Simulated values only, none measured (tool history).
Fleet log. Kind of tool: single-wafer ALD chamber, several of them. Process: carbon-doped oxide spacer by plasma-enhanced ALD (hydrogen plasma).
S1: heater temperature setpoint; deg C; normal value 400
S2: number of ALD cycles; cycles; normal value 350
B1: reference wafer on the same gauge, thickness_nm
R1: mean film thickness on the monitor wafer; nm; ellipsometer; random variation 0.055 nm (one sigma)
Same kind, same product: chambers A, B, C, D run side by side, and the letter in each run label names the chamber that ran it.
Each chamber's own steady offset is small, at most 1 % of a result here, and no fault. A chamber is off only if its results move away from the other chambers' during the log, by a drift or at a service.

{"run": "1D", "hour": 5.8, "S1": 400, "S2": 350, "B1": 20.012, "R1": 17.515}
{"run": "2B", "hour": 12.0, "S1": 400, "S2": 350, "B1": 19.996, "R1": 17.402}
{"run": "3A", "hour": 17.7, "S1": 400, "S2": 350, "B1": 20.018, "R1": 17.402}
{"run": "4C", "hour": 25.1, "S1": 400, "S2": 350, "B1": 19.995, "R1": 17.405}
{"run": "5A", "hour": 34.4, "S1": 400, "S2": 405, "B1": 19.993, "R1": 20.155}
{"run": "6B", "hour": 40.7, "S1": 400, "S2": 405, "B1": 20.007, "R1": 20.124}
{"run": "7D", "hour": 51.9, "S1": 400, "S2": 405, "B1": 19.991, "R1": 20.287}
{"run": "8C", "hour": 61.7, "S1": 400, "S2": 405, "B1": 20.011, "R1": 20.071}
{"run": "9A", "hour": 67.1, "S1": 388, "S2": 416, "B1": 20.008, "R1": 20.696}
{"run": "10B", "hour": 79.6, "S1": 388, "S2": 416, "B1": 20.004, "R1": 20.718}
{"run": "11D", "hour": 87.9, "S1": 388, "S2": 416, "B1": 20.001, "R1": 20.804}
{"run": "12C", "hour": 94.8, "S1": 388, "S2": 416, "B1": 20.007, "R1": 20.662}
{"run": "13A", "hour": 101.6, "S1": 400, "S2": 350, "B1": 20.012, "R1": 17.493}
{"run": "14C", "hour": 110.9, "S1": 390, "S2": 317, "B1": 20.011, "R1": 15.78}
{"run": "15B", "hour": 121.2, "S1": 390, "S2": 317, "B1": 19.989, "R1": 15.741}
{"run": "16D", "hour": 130.4, "S1": 390, "S2": 317, "B1": 20.007, "R1": 15.87}
{"run": "17C", "hour": 136.3, "S1": 390, "S2": 317, "B1": 20.005, "R1": 15.732}
{"run": "18D", "hour": 147.9, "S1": 400, "S2": 380, "B1": 19.998, "R1": 18.972}
{"run": "19A", "hour": 154.7, "S1": 400, "S2": 380, "B1": 20.01, "R1": 18.979}
{"run": "20B", "hour": 163.5, "S1": 400, "S2": 380, "B1": 20.004, "R1": 18.897}
{"run": "21B", "hour": 174.0, "S1": 400, "S2": 380, "B1": 19.998, "R1": 19.046}
{"run": "22D", "hour": 186.5, "S1": 400, "S2": 350, "B1": 19.992, "R1": 17.569}
{"run": "23C", "hour": 192.0, "S1": 400, "S2": 350, "B1": 19.993, "R1": 17.414}
{"run": "24A", "hour": 198.7, "S1": 400, "S2": 350, "B1": 19.997, "R1": 17.357}
{"run": "25C", "hour": 210.4, "S1": 400, "S2": 350, "B1": 20.004, "R1": 17.495}
{"run": "26A", "hour": 220.3, "S1": 400, "S2": 350, "B1": 20.009, "R1": 17.517}
{"run": "27D", "hour": 227.2, "S1": 400, "S2": 350, "B1": 20.011, "R1": 17.452}
{"run": "28B", "hour": 237.5, "S1": 400, "S2": 350, "B1": 19.987, "R1": 17.416}
{"run": "29C", "hour": 249.2, "S1": 400, "S2": 350, "B1": 20.003, "R1": 17.402}
{"run": "30D", "hour": 257.4, "S1": 389, "S2": 350, "B1": 19.997, "R1": 17.463}
{"run": "31A", "hour": 264.3, "S1": 389, "S2": 350, "B1": 19.99, "R1": 17.5}
{"run": "32B", "hour": 275.1, "S1": 389, "S2": 350, "B1": 19.989, "R1": 17.376}
{"run": "33A", "hour": 280.8, "S1": 389, "S2": 350, "B1": 19.997, "R1": 17.473}
{"run": "34B", "hour": 291.8, "S1": 400, "S2": 350, "B1": 19.983, "R1": 17.396}
{"run": "35C", "hour": 298.9, "S1": 400, "S2": 350, "B1": 20.005, "R1": 17.451}
{"run": "36D", "hour": 311.1, "S1": 400, "S2": 350, "B1": 20.002, "R1": 17.597}
{"run": "37A", "hour": 319.3, "S1": 406, "S2": 373, "B1": 19.993, "R1": 18.326}
{"run": "38D", "hour": 328.7, "S1": 406, "S2": 373, "B1": 19.99, "R1": 18.352}
{"run": "39C", "hour": 338.0, "S1": 406, "S2": 373, "B1": 20.016, "R1": 18.294}
{"run": "40B", "hour": 349.6, "S1": 406, "S2": 373, "B1": 19.998, "R1": 18.152}
{"run": "41C", "hour": 356.9, "S1": 409, "S2": 400, "B1": 20.003, "R1": 19.373}

Which is it: a chamber that has drifted or been left off by a service, a gauge drift common to all chambers, or only each chamber's usual small offset? If a chamber is off, name it and its likeliest cause.

Beyond each chamber's small constant offset nothing stands out, and the gauge stays steady.
